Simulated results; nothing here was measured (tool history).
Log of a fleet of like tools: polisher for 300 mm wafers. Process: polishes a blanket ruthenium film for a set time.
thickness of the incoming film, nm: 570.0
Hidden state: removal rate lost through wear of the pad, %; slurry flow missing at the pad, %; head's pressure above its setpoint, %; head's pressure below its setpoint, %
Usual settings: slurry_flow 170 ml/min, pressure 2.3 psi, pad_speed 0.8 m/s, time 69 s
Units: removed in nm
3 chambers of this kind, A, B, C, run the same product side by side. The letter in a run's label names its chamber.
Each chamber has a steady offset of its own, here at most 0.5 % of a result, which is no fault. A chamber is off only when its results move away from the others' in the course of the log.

run	day	slurry_flow	pressure	pad_speed	time	wafers polished on this pad	hours since the slurry nozzle was cleaned	hours since the head pressure was calibrated	removed
# day 0.146: chamber B: worn pad replaced by a new one
1A	0.375	170	2.3	0.8	69	240	74.6	889.8	58.167
2B	0.842	170	2.3	0.8	69	252	571.8	70.3	58.871
# day 0.929: chamber C: worn pad replaced by a new one
3C	1.3	170	2.3	0.8	69	135	389.6	478	58.288
4B	1.642	170	2.3	0.8	69	541	591	89.5	58.715
5C	2.229	125	2.3	0.8	69	470	411.9	500.3	55.722
6A	2.596	125	2.3	0.8	69	1042	127.9	943.1	55.603
# day 2.829: chamber B: worn pad replaced by a new one
# day 3.117: chamber A: worn pad replaced by a new one
7A	3.167	125	2.3	0.8	69	18	141.6	956.8	55.281
8B	3.804	170	2.3	0.8	69	352	642.9	141.4	58.668
9C	4.179	170	2.3	0.8	69	1175	458.7	547.1	56.563
10C	4.779	120	2.3	0.8	69	1392	473.1	561.5	53.59
# day 5.017: chamber C: worn pad replaced by a new one
11B	5.146	120	2.3	0.8	69	837	675.1	173.6	55.319
# day 5.308: chamber B: slurry nozzle cleaned
# day 5.496: chamber B: worn pad replaced by a new one
12A	5.671	120	2.3	0.8	69	923	201.7	1016.9	54.636
13B	6	170	2.3	0.8	69	183	16.7	194.1	57.869
# day 6.138: chamber A: worn pad replaced by a new one
14A	6.317	170	2.3	0.8	69	65	217.2	1032.4	59.749
15C	6.833	170	2.3	0.8	69	657	522.4	610.8	55.825
16C	7.404	170	2.3	0.8	69	863	536.1	624.5	56.908
17B	7.883	170	2.3	0.8	69	863	61.9	239.3	58.61
# day 8.1: chamber A: head pressure recalibrated
18A	8.35	170	2.8	0.8	69	800	266	6	69.97
# day 8.483: chamber B: worn pad replaced by a new one
19A	8.662	170	2.8	0.8	69	913	273.5	13.5	71.913
# day 8.862: chamber C: slurry nozzle cleaned
# day 9: chamber A: worn pad replaced by a new one
20B	9.012	170	2.8	0.8	69	191	89	266.4	71.383
# day 9.183: chamber C: worn pad replaced by a new one
21C	9.317	170	2.3	0.8	69	48	11	670.4	54.777
22A	9.888	170	2.3	0.8	69	321	302.9	42.9	59.218
23C	10.538	170	2.3	0.8	69	489	40.3	699.7	54.527
24B	10.862	170	2.3	0.8	69	860	133.4	310.8	57.259
# day 11.092: chamber B: worn pad replaced by a new one
25A	11.45	170	2.3	0.8	69	885	340.4	80.4	58.469
26B	11.746	170	2.3	0.8	69	236	154.6	332	58.829
# day 11.988: chamber A: worn pad replaced by a new one
27C	12.121	170	2.3	0.8	69	1061	78.3	737.7	53.435
28B	12.442	170	2.9	0.8	50	487	171.3	348.7	53.713
29C	12.758	170	2.9	0.8	50	1291	93.6	753	49.562
30A	13.104	170	2.9	0.8	50	404	380.1	120.1	53.163

Next, every chamber runs the same settings. What will each give?
31A	13.571	170	2.3	0.8	88				?
31B	13.571	170	2.3	0.8	88				?
31C	13.571	170	2.3	0.8	88				?

run	removed
31A	74.154
31B	74.454
31C	68.099
